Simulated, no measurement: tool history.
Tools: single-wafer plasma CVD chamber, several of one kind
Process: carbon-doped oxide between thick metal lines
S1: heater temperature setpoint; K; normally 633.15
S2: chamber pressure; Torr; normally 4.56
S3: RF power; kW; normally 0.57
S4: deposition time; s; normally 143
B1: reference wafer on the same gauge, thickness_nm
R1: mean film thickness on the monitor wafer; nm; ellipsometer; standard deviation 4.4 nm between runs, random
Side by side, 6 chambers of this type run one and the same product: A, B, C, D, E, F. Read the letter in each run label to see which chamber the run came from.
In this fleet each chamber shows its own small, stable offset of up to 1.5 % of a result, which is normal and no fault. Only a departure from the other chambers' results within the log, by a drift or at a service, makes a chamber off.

run,hour,S1,S2,S3,S4,B1,R1
1E,3.7,633.15,4.56,0.57,143,740.37,748.38
2F,6.5,633.15,4.56,0.57,143,739,738.29
3B,10.2,633.15,4.56,0.57,143,740.38,748.72
4C,15.5,633.15,4.56,0.57,143,740.44,757.52
5A,19.2,633.15,4.56,0.57,143,740.03,742.78
6D,22.8,633.15,4.56,0.57,143,740.12,745.4
7D,26,633.15,4.56,0.57,143,740.64,750.39
8A,29.9,633.15,4.56,0.57,143,739.58,742.69
# hour 30.2: chamber B: thermocouple changed; heater temperature recalibrated
9C,33.6,633.15,4.56,0.57,143,740.83,752.76
10B,36.5,633.15,4.56,0.57,143,739.38,753.35
11E,40.1,633.15,4.56,0.57,143,740.06,754.96
12F,45.1,633.15,4.56,0.57,143,739.68,733.35
13E,51.1,633.15,4.56,0.57,170,739.33,882.33
14D,56,633.15,4.56,0.57,170,739.84,887.93
15C,58.8,633.15,4.56,0.57,170,741.47,892.77
16A,64.1,633.15,4.56,0.57,170,740.23,883.89
17F,67.4,633.15,4.56,0.57,170,739.87,880.94
18B,71.7,633.15,4.56,0.57,170,739.52,895.68
19D,77.1,633.15,4.56,0.57,143,739.6,753.58
20A,81.8,633.15,4.56,0.57,143,739.3,750.88
21F,87,633.15,4.56,0.57,124,739.56,638.56
22E,90.3,633.15,4.56,0.57,124,740.62,648.16
23C,93.2,633.15,4.56,0.57,124,740.33,658.83
24B,97,633.15,4.56,0.57,124,741.08,654.13
25A,101.8,633.15,4.56,0.57,124,739.28,653.19
# hour 102.4: chamber E: RF generator calibrated
26E,107.6,633.15,4.56,0.57,124,741.34,655.77
27B,111.8,625.15,4.56,0.48,143,740.81,694.55
28C,116.9,625.15,4.56,0.48,143,738.93,691.74
29F,120.9,625.15,4.56,0.48,143,738.87,681.62
30D,125.5,625.15,4.56,0.48,143,739.84,693.6
31A,131.3,625.15,4.56,0.48,143,740.49,685.15
32B,137,625.15,4.56,0.48,143,739.27,687.95
33E,139.6,633.15,4.56,0.57,143,740.56,742.1
34F,144.4,633.15,4.56,0.57,143,739.81,737.06
35D,149.9,633.15,4.56,0.57,143,739.51,751.21
36C,154.1,633.15,4.56,0.57,143,739.85,750.3
37B,158.5,633.15,4.56,0.57,143,740.9,746.52
38D,162.4,633.15,4.56,0.57,143,740.43,738.74
# hour 167: chamber A: RF generator calibrated
39E,168,647.15,4.06,0.57,143,740.58,714.33
40A,173,647.15,4.06,0.57,143,740.19,718.26
41F,178.4,647.15,4.06,0.57,143,740.14,706.09
42C,184,647.15,4.06,0.57,143,739.58,715.57
43B,189.7,647.15,4.06,0.57,143,740.96,716.49

Is one chamber off against the others, does the gauge drift, or is nothing wrong? If a chamber is off, say which, and what the likeliest cause is.

Beyond each chamber's small constant offset nothing stands out, and the gauge stays steady.
